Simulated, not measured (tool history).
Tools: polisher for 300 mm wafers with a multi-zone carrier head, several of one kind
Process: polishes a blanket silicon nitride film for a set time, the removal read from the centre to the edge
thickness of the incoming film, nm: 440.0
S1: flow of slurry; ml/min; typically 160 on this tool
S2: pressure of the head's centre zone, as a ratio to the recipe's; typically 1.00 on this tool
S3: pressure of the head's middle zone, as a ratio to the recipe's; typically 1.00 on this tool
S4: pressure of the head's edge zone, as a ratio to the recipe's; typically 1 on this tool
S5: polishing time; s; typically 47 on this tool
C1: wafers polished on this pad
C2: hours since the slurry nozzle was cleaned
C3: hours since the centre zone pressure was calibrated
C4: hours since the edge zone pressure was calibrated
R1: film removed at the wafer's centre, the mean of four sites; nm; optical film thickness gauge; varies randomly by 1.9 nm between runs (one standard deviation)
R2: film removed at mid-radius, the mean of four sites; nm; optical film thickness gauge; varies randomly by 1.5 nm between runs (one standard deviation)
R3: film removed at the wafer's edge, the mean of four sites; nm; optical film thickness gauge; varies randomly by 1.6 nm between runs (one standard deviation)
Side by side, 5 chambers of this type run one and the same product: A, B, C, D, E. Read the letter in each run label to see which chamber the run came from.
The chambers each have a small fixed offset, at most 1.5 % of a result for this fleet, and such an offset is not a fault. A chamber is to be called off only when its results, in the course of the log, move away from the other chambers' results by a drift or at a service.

Run 1A, hour 14.9: usual settings; C1 226; C2 156.7; C3 556.4; C4 1057.7. Result: R1 133.25 nm, R2 133.07 nm, R3 132.79 nm.
At hour 15.6: chamber C: worn pad replaced by a new one.
Run 2B, hour 28.9: usual settings; C1 707; C2 422.8; C3 989.3; C4 122.3. Result: R1 133.38 nm, R2 133.99 nm, R3 135.54 nm.
Run 3E, hour 44.8: usual settings; C1 924; C2 322.1; C3 423.1; C4 784.5. Result: R1 126.86 nm, R2 130.19 nm, R3 133.43 nm.
At hour 47.8: chamber D: edge zone pressure recalibrated.
At hour 49.1: chamber B: worn pad replaced by a new one.
At hour 53.2: chamber E: slurry nozzle cleaned.
Run 4D, hour 57.5: usual settings; C1 877; C2 207.6; C3 309.1; C4 9.7. Result: R1 134.79 nm, R2 134.49 nm, R3 132.08 nm.
Run 5C, hour 66.5: usual settings; C1 501; C2 206.4; C3 475.9; C4 392.5. Result: R1 129.68 nm, R2 136.46 nm, R3 128.77 nm.
At hour 71.4: chamber A: centre zone pressure recalibrated.
Run 6E, hour 79.3: usual settings; C1 1263; C2 26.2; C3 457.6; C4 819.0. Result: R1 130.93 nm, R2 128.60 nm, R3 132.20 nm.
At hour 83.8: chamber D: worn pad replaced by a new one.
At hour 89.9: chamber C: centre zone pressure recalibrated.
Run 7A, hour 92.9: usual settings; C1 993; C2 234.7; C3 21.5; C4 1135.7. Result: R1 130.50 nm, R2 132.62 nm, R3 129.53 nm.
Run 8C, hour 104.2: usual settings; C1 871; C2 244.1; C3 14.4; C4 430.2. Result: R1 133.49 nm, R2 132.40 nm, R3 131.49 nm.
Run 9D, hour 118.6: usual settings but S2 1.10; C1 342; C2 268.7; C3 370.2; C4 70.8. Result: R1 148.99 nm, R2 134.25 nm, R3 133.12 nm.
At hour 128.3: chamber C: worn pad replaced by a new one.
At hour 132.6: chamber A: worn pad replaced by a new one.
Run 10B, hour 134.7: usual settings but S2 1.10; C1 841; C2 528.6; C3 1095.1; C4 228.1. Result: R1 145.99 nm, R2 132.61 nm, R3 131.33 nm.
Run 11A, hour 142.2: usual settings but S2 1.10; C1 94; C2 284.0; C3 70.8; C4 1185.0. Result: R1 152.49 nm, R2 132.02 nm, R3 134.08 nm.
Run 12C, hour 156.2: usual settings but S2 1.10; C1 274; C2 296.1; C3 66.4; C4 482.2. Result: R1 151.20 nm, R2 134.39 nm, R3 132.32 nm.
Run 13D, hour 163.4: usual settings but S2 1.10; C1 783; C2 313.5; C3 415.0; C4 115.6. Result: R1 147.64 nm, R2 132.95 nm, R3 136.01 nm.
At hour 166.7: chamber B: worn pad replaced by a new one.
Run 14E, hour 173.7: usual settings; C1 2191; C2 120.6; C3 552.0; C4 913.4. Result: R1 129.41 nm, R2 129.51 nm, R3 131.84 nm.
Run 15B, hour 185.3: usual settings; C1 183; C2 579.2; C3 1145.7; C4 278.7. Result: R1 130.66 nm, R2 133.40 nm, R3 133.48 nm.
At hour 190.0: chamber B: edge zone pressure recalibrated.
At hour 190.6: chamber D: worn pad replaced by a new one.
Run 16E, hour 198.2: usual settings; C1 2432; C2 145.1; C3 576.5; C4 937.9. Result: R1 130.89 nm, R2 127.59 nm, R3 131.38 nm.
At hour 202.9: chamber A: slurry nozzle cleaned.
Run 17C, hour 211.2: usual settings; C1 814; C2 351.1; C3 121.4; C4 537.2. Result: R1 130.44 nm, R2 130.90 nm, R3 132.58 nm.
Run 18B, hour 226.7: usual settings; C1 590; C2 620.6; C3 1187.1; C4 36.7. Result: R1 131.03 nm, R2 134.41 nm, R3 131.96 nm.
Run 19D, hour 235.3: usual settings but S2 0.96; C1 439; C2 385.4; C3 486.9; C4 187.5. Result: R1 128.41 nm, R2 131.34 nm, R3 132.76 nm.
Run 20A, hour 251.0: usual settings but S2 0.96; C1 1164; C2 48.2; C3 179.6; C4 1293.8. Result: R1 128.34 nm, R2 130.57 nm, R3 132.98 nm.
Run 21B, hour 262.7: usual settings but S2 0.96; C1 944; C2 656.6; C3 1223.1; C4 72.7. Result: R1 127.00 nm, R2 133.07 nm, R3 132.73 nm.
At hour 263.0: chamber C: worn pad replaced by a new one.
At hour 267.9: chamber A: worn pad replaced by a new one.
At hour 276.8: chamber B: worn pad replaced by a new one.
Run 22A, hour 277.1: usual settings but S2 0.96; C1 90; C2 74.3; C3 205.7; C4 1319.9. Result: R1 125.49 nm, R2 131.88 nm, R3 132.53 nm.
Run 23D, hour 287.9: usual settings but S2 0.96; C1 956; C2 438.0; C3 539.5; C4 240.1. Result: R1 128.54 nm, R2 133.42 nm, R3 130.92 nm.
Run 24E, hour 297.3: usual settings; C1 3406; C2 244.2; C3 675.6; C4 1037.0. Result: R1 124.41 nm, R2 123.81 nm, R3 126.50 nm.
At hour 307.7: chamber D: worn pad replaced by a new one.
Run 25C, hour 311.2: usual settings; C1 474; C2 451.1; C3 221.4; C4 637.2. Result: R1 131.21 nm, R2 131.47 nm, R3 131.45 nm.
Run 26E, hour 322.8: usual settings; C1 3657; C2 269.7; C3 701.1; C4 1062.5. Result: R1 119.64 nm, R2 124.06 nm, R3 124.19 nm.
At hour 331.9: chamber C: edge zone pressure recalibrated.
Run 27B, hour 338.9: usual settings; C1 611; C2 732.8; C3 1299.3; C4 148.9. Result: R1 131.12 nm, R2 134.50 nm, R3 132.03 nm.
At hour 346.2: chamber B: slurry nozzle cleaned.
Run 28C, hour 353.5: usual settings; C1 890; C2 493.4; C3 263.7; C4 21.7. Result: R1 130.12 nm, R2 131.46 nm, R3 131.51 nm.
Run 29A, hour 363.7: usual settings; C1 941; C2 160.9; C3 292.3; C4 1406.5. Result: R1 134.56 nm, R2 131.14 nm, R3 131.19 nm.
At hour 364.3: chamber D: edge zone pressure recalibrated.
Run 30D, hour 375.1: usual settings; C1 662; C2 525.2; C3 626.7; C4 10.9. Result: R1 132.48 nm, R2 132.47 nm, R3 131.08 nm.
At hour 383.8: chamber B: worn pad replaced by a new one.
At hour 384.2: chamber D: centre zone pressure recalibrated.
Run 31B, hour 386.8: usual settings; C1 29; C2 40.6; C3 1347.2; C4 196.8. Result: R1 134.85 nm, R2 133.67 nm, R3 133.95 nm.
Run 32D, hour 396.0: usual settings; C1 868; C2 546.1; C3 11.9; C4 31.8. Result: R1 133.94 nm, R2 134.44 nm, R3 133.48 nm.
At hour 397.2: chamber E: edge zone pressure recalibrated.
At hour 399.5: chamber E: slurry nozzle cleaned.
At hour 401.5: chamber D: worn pad replaced by a new one.
At hour 402.6: chamber C: worn pad replaced by a new one.
Run 33C, hour 403.3: usual settings but S1 135 ml/min, S5 42 s; C1 7; C2 543.2; C3 313.5; C4 71.5. Result: R1 113.29 nm, R2 112.57 nm, R3 115.35 nm.
At hour 408.6: chamber A: worn pad replaced by a new one.
Run 34E, hour 416.9: usual settings but S1 135 ml/min, S5 42 s; C1 4582; C2 17.5; C3 795.2; C4 19.8. Result: R1 101.73 nm, R2 103.70 nm, R3 106.25 nm.
Run 35A, hour 425.1: usual settings but S1 135 ml/min, S5 42 s; C1 162; C2 222.3; C3 353.7; C4 1467.9. Result: R1 116.22 nm, R2 113.18 nm, R3 111.87 nm.
Run 36E, hour 441.2: usual settings but S1 135 ml/min, S5 42 s; C1 4821; C2 41.8; C3 819.5; C4 44.1. Result: R1 103.84 nm, R2 103.41 nm, R3 105.02 nm.
Run 37C, hour 450.0: usual settings but S1 135 ml/min, S5 42 s; C1 466; C2 589.9; C3 360.2; C4 118.2. Result: R1 115.32 nm, R2 116.42 nm, R3 112.24 nm.
Run 38B, hour 464.8: usual settings; C1 796; C2 118.6; C3 1425.2; C4 274.8. Result: R1 132.53 nm, R2 134.71 nm, R3 135.16 nm.
Run 39D, hour 479.0: usual settings; C1 762; C2 629.1; C3 94.9; C4 114.8. Result: R1 134.03 nm, R2 131.81 nm, R3 131.91 nm.
Run 40A, hour 493.1: usual settings; C1 830; C2 290.3; C3 421.7; C4 1535.9. Result: R1 132.95 nm, R2 130.45 nm, R3 133.76 nm.
Run 41A, hour 504.8: usual settings; C1 945; C2 302.0; C3 433.4; C4 1547.6. Result: R1 132.27 nm, R2 132.46 nm, R3 133.72 nm.
Run 42E, hour 512.5: usual settings; C1 5522; C2 113.1; C3 890.8; C4 115.4. Result: R1 116.64 nm, R2 117.57 nm, R3 119.15 nm.

All 5 chambers run these settings next. Forecast each chamber's results:
Run 43A, hour 524.1: usual settings but S3 0.93. Result: R1 ?, R2 ?, R3 ?.
Run 43B, hour 524.1: usual settings but S3 0.93. Result: R1 ?, R2 ?, R3 ?.
Run 43C, hour 524.1: usual settings but S3 0.93. Result: R1 ?, R2 ?, R3 ?.
Run 43D, hour 524.1: usual settings but S3 0.93. Result: R1 ?, R2 ?, R3 ?.
Run 43E, hour 524.1: usual settings but S3 0.93. Result: R1 ?, R2 ?, R3 ?.

run      R1      R2      R3
43A  132.20  122.02  131.72
43B  131.91  122.54  133.26
43C  132.09  122.97  129.55
43D  134.44  121.35  135.46
43E  114.64  109.07  116.87
